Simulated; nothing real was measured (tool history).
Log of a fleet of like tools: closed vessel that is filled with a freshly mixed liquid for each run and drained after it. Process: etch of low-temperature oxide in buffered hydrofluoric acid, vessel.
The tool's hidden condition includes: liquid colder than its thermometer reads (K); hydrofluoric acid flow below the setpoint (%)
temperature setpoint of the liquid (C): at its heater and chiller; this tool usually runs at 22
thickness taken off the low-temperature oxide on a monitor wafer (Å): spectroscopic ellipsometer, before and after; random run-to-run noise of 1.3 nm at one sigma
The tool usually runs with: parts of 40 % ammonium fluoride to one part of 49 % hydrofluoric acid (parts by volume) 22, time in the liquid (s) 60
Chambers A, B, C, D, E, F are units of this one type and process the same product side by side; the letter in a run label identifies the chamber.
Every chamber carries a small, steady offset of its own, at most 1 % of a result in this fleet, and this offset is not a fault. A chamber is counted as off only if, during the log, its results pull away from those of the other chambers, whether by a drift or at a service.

| run | day | temperature setpoint of the liquid (C) | parts of 40 % ammonium fluoride to one part of 49 % hydrofluoric acid (parts by volume) | time in the liquid (s) | hours since the thermometer was replaced | hours since the hydrofluoric acid flow meter was replaced | read-back film thickness of the low-temperature oxide reference wafer, read on the same gauge (nm) | thickness taken off the low-temperature oxide on a monitor wafer (Å) |
|---|---|---|---|---|---|---|---|---|
| 1C | 0.204 | 22 | 22 | 60 | 589.8 | 1299.7 | 120.02 | 1409.5 |
| 2E | 0.412 | 22 | 22 | 60 | 2480.9 | 1581.7 | 120 | 1428.2 |
| 3F | 0.758 | 22 | 22 | 60 | 141.9 | 327.1 | 119.98 | 1450.4 |
| 4A | 1.142 | 22 | 22 | 60 | 209 | 1325.9 | 120.02 | 1446.7 |
| 5B | 1.529 | 22 | 22 | 60 | 157.1 | 2044.9 | 120.01 | 1425.6 |
| 6D | 1.896 | 22 | 22 | 60 | 754.9 | 1099.2 | 119.98 | 1445.2 |
| 7C | 2.179 | 22 | 22 | 60 | 637.2 | 1347.1 | 119.99 | 1413.2 |
| 8A | 2.479 | 22 | 22 | 60 | 241.1 | 1358 | 120 | 1420.3 |
| 9E | 2.821 | 22 | 22 | 60 | 2538.7 | 1639.5 | 119.98 | 1433 |
| 10B | 3.083 | 22 | 22 | 60 | 194.4 | 2082.2 | 120.02 | 1424.9 |
| 11D | 3.412 | 22 | 22 | 60 | 791.3 | 1135.6 | 119.99 | 1424.4 |
| 12F | 3.833 | 22 | 22 | 60 | 215.7 | 400.9 | 120.01 | 1468.8 |
| 13F | 4.175 | 22 | 22 | 60 | 223.9 | 409.1 | 120.01 | 1431.5 |
| 14B | 4.512 | 22 | 22 | 60 | 228.7 | 2116.5 | 119.99 | 1400.1 |
| 15E | 4.979 | 22 | 28 | 60 | 2590.5 | 1691.3 | 120.01 | 1208.2 |
| 16C | 5.379 | 22 | 28 | 60 | 714 | 1423.9 | 119.99 | 1176.2 |
| 17A | 5.588 | 22 | 28 | 60 | 315.7 | 1432.6 | 119.99 | 1173.1 |
| 18D | 5.983 | 22 | 28 | 60 | 853 | 1197.3 | 120.01 | 1227.9 |
| 19F | 6.192 | 22 | 28 | 60 | 272.3 | 457.5 | 120.01 | 1232.2 |
| 20E | 6.433 | 22 | 28 | 60 | 2625.4 | 1726.2 | 119.99 | 1212.4 |
| 21A | 6.675 | 22 | 22 | 60 | 341.8 | 1458.7 | 119.99 | 1393.7 |
| 22B | 7.046 | 24 | 16.5 | 60 | 289.5 | 2177.3 | 120 | 1990.5 |
| 23D | 7.392 | 24 | 16.5 | 60 | 886.8 | 1231.1 | 119.99 | 2062 |
| 24C | 7.779 | 24 | 16.5 | 60 | 771.6 | 1481.5 | 120.01 | 2033 |
| 25F | 8.083 | 24 | 16.5 | 60 | 317.7 | 502.9 | 120 | 2053.6 |
| 26E | 8.554 | 24 | 16.5 | 60 | 2676.3 | 1777.1 | 120.01 | 2056.7 |
| 27D | 8.992 | 24 | 16.5 | 60 | 925.2 | 1269.5 | 120.02 | 2068.1 |
| 28C | 9.229 | 22 | 22 | 60 | 806.4 | 1516.3 | 120.02 | 1417.9 |
| 29B | 9.454 | 22 | 22 | 60 | 347.3 | 2235.1 | 120 | 1399.4 |
| 30A | 9.75 | 26 | 22 | 40 | 415.6 | 1532.5 | 120 | 1097.1 |
| 31C | 10.067 | 26 | 22 | 40 | 826.5 | 1536.4 | 120.03 | 1172.7 |
| 32D | 10.338 | 26 | 22 | 40 | 957.5 | 1301.8 | 119.99 | 1203.1 |
| 33F | 10.546 | 26 | 22 | 40 | 376.8 | 562 | 120 | 1203.2 |
| 34B | 10.883 | 26 | 22 | 40 | 381.6 | 2269.4 | 120 | 1174.2 |
| 35E | 11.183 | 26 | 22 | 40 | 2739.4 | 1840.2 | 120 | 1201.2 |
|  | 11.304 | chamber B: hydrofluoric acid flow meter replaced |
| 36A | 11.438 | 22 | 22 | 60 | 456.1 | 1573 | 120.02 | 1332.3 |
| 37A | 11.833 | 22 | 22 | 60 | 465.6 | 1582.5 | 120.01 | 1333 |
| 38B | 12.229 | 22 | 22 | 40 | 413.9 | 22.3 | 120 | 961.79 |
|  | 12.358 | chamber A: hydrofluoric acid flow meter replaced |
| 39F | 12.621 | 22 | 22 | 40 | 426.6 | 611.8 | 120.01 | 961.84 |
| 40C | 12.829 | 22 | 22 | 40 | 892.8 | 1602.7 | 120 | 925.46 |
| 41E | 13.304 | 22 | 22 | 40 | 2790.3 | 1891.1 | 120 | 967.27 |
| 42D | 13.671 | 22 | 22 | 40 | 1037.5 | 1381.8 | 119.99 | 964.3 |
| 43E | 13.875 | 22 | 22 | 40 | 2804 | 1904.8 | 120 | 948.97 |
| 44A | 14.329 | 22 | 22 | 60 | 525.5 | 47.4 | 119.99 | 1302.6 |

Predict what each chamber gives when all 6 of them run the settings below next.
| 45A | 14.667 | 22 | 22 | 60 |  |  |  | ? |
| 45B | 14.667 | 22 | 22 | 60 |  |  |  | ? |
| 45C | 14.667 | 22 | 22 | 60 |  |  |  | ? |
| 45D | 14.667 | 22 | 22 | 60 |  |  |  | ? |
| 45E | 14.667 | 22 | 22 | 60 |  |  |  | ? |
| 45F | 14.667 | 22 | 22 | 60 |  |  |  | ? |

| run | thickness taken off the low-temperature oxide on a monitor wafer (Å) |
|---|---|
| 45A | 1308.7 |
| 45B | 1435.7 |
| 45C | 1394.9 |
| 45D | 1436.9 |
| 45E | 1424.8 |
| 45F | 1428.5 |

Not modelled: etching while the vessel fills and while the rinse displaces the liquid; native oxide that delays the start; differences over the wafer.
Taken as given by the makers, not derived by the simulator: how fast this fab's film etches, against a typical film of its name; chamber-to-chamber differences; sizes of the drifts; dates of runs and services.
